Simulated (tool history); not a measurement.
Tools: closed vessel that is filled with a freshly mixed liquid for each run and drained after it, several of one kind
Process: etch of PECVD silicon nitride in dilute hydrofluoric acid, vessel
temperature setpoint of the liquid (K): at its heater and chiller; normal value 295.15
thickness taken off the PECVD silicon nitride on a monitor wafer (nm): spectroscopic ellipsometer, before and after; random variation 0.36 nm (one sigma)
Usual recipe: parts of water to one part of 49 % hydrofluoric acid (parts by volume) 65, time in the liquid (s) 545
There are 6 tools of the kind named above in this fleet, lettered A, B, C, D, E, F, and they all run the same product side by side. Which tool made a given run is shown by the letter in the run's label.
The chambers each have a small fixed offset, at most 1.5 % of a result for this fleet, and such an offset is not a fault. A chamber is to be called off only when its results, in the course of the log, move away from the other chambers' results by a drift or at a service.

| run | day | temperature setpoint of the liquid (K) | parts of water to one part of 49 % hydrofluoric acid (parts by volume) | time in the liquid (s) | read-back film thickness of the PECVD silicon nitride reference wafer, read on the same gauge (nm) | thickness taken off the PECVD silicon nitride on a monitor wafer (nm) |
|---|---|---|---|---|---|---|
| 1B | 0.133 | 295.15 | 65 | 545 | 150.01 | 41.559 |
| 2F | 0.300 | 295.15 | 65 | 545 | 150.02 | 41.228 |
| 3A | 0.442 | 295.15 | 65 | 545 | 149.99 | 40.910 |
| 4C | 0.579 | 295.15 | 65 | 545 | 149.95 | 40.949 |
| 5E | 0.742 | 295.15 | 65 | 545 | 149.99 | 41.087 |
| 6D | 0.938 | 295.15 | 65 | 545 | 150.05 | 41.834 |
| 7E | 1.175 | 295.15 | 65 | 545 | 149.94 | 40.950 |
|  | 1.212 | chamber A: hydrofluoric acid flow meter replaced |
| 8B | 1.367 | 295.15 | 65 | 545 | 150.01 | 41.334 |
| 9C | 1.575 | 295.15 | 65 | 545 | 150.02 | 40.257 |
| 10D | 1.717 | 295.15 | 65 | 545 | 150.04 | 41.512 |
| 11A | 1.850 | 295.15 | 65 | 545 | 150.04 | 40.548 |
| 12F | 2.017 | 295.15 | 65 | 545 | 150.02 | 41.099 |
| 13A | 2.212 | 295.15 | 65 | 545 | 150.00 | 41.410 |
| 14C | 2.346 | 292.15 | 65 | 545 | 149.99 | 33.117 |
| 15F | 2.475 | 292.15 | 65 | 545 | 150.00 | 33.882 |
| 16D | 2.629 | 292.15 | 65 | 545 | 149.98 | 33.632 |
| 17B | 2.796 | 292.15 | 65 | 545 | 150.02 | 33.521 |
| 18E | 2.992 | 292.15 | 65 | 545 | 149.98 | 33.669 |
| 19B | 3.138 | 292.15 | 65 | 545 | 149.96 | 33.581 |
| 20F | 3.379 | 295.15 | 65 | 545 | 149.96 | 41.384 |
| 21E | 3.521 | 291.65 | 85 | 545 | 149.99 | 24.955 |
| 22D | 3.750 | 291.65 | 85 | 545 | 149.94 | 25.068 |
| 23A | 3.904 | 291.65 | 85 | 545 | 150.01 | 24.577 |
|  | 3.954 | chamber D: thermometer replaced |
| 24C | 4.038 | 291.65 | 85 | 545 | 150.02 | 24.915 |
| 25A | 4.188 | 291.65 | 85 | 545 | 150.02 | 24.686 |
| 26D | 4.429 | 291.65 | 85 | 545 | 150.01 | 25.869 |
| 27C | 4.562 | 291.15 | 45 | 545 | 150.01 | 43.850 |
| 28F | 4.738 | 291.15 | 45 | 545 | 150.04 | 44.386 |
| 29E | 4.967 | 291.15 | 45 | 545 | 150.00 | 44.591 |
| 30B | 5.129 | 291.15 | 45 | 545 | 150.00 | 44.997 |
| 31E | 5.338 | 291.15 | 45 | 545 | 150.01 | 44.906 |
| 32B | 5.571 | 291.15 | 45 | 545 | 150.02 | 44.935 |
| 33C | 5.696 | 295.15 | 65 | 545 | 150.01 | 40.979 |
|  | 5.733 | chamber D: hydrofluoric acid flow meter replaced |
| 34D | 5.883 | 295.15 | 65 | 545 | 149.94 | 42.062 |
| 35A | 6.129 | 295.15 | 65 | 545 | 149.99 | 40.999 |
| 36F | 6.283 | 291.15 | 65 | 545 | 149.98 | 31.702 |
| 37F | 6.483 | 291.15 | 65 | 545 | 150.04 | 31.967 |
| 38E | 6.667 | 291.15 | 65 | 545 | 150.04 | 31.139 |
| 39B | 6.846 | 291.15 | 65 | 545 | 149.97 | 30.541 |
| 40A | 6.996 | 291.15 | 65 | 545 | 150.00 | 31.035 |
| 41C | 7.212 | 291.15 | 65 | 545 | 150.02 | 31.143 |
| 42D | 7.342 | 295.15 | 65 | 545 | 150.02 | 42.064 |
| 43E | 7.492 | 295.15 | 65 | 545 | 149.98 | 40.613 |
| 44A | 7.633 | 293.15 | 65 | 545 | 150.00 | 35.717 |

What goes on in this fleet: one chamber off, a drifting gauge, or nothing beyond the chambers' own small offsets? Name the chamber and the cause, if any.

The fleet is healthy, with each chamber sitting at its usual small offset and no drift in the gauge.
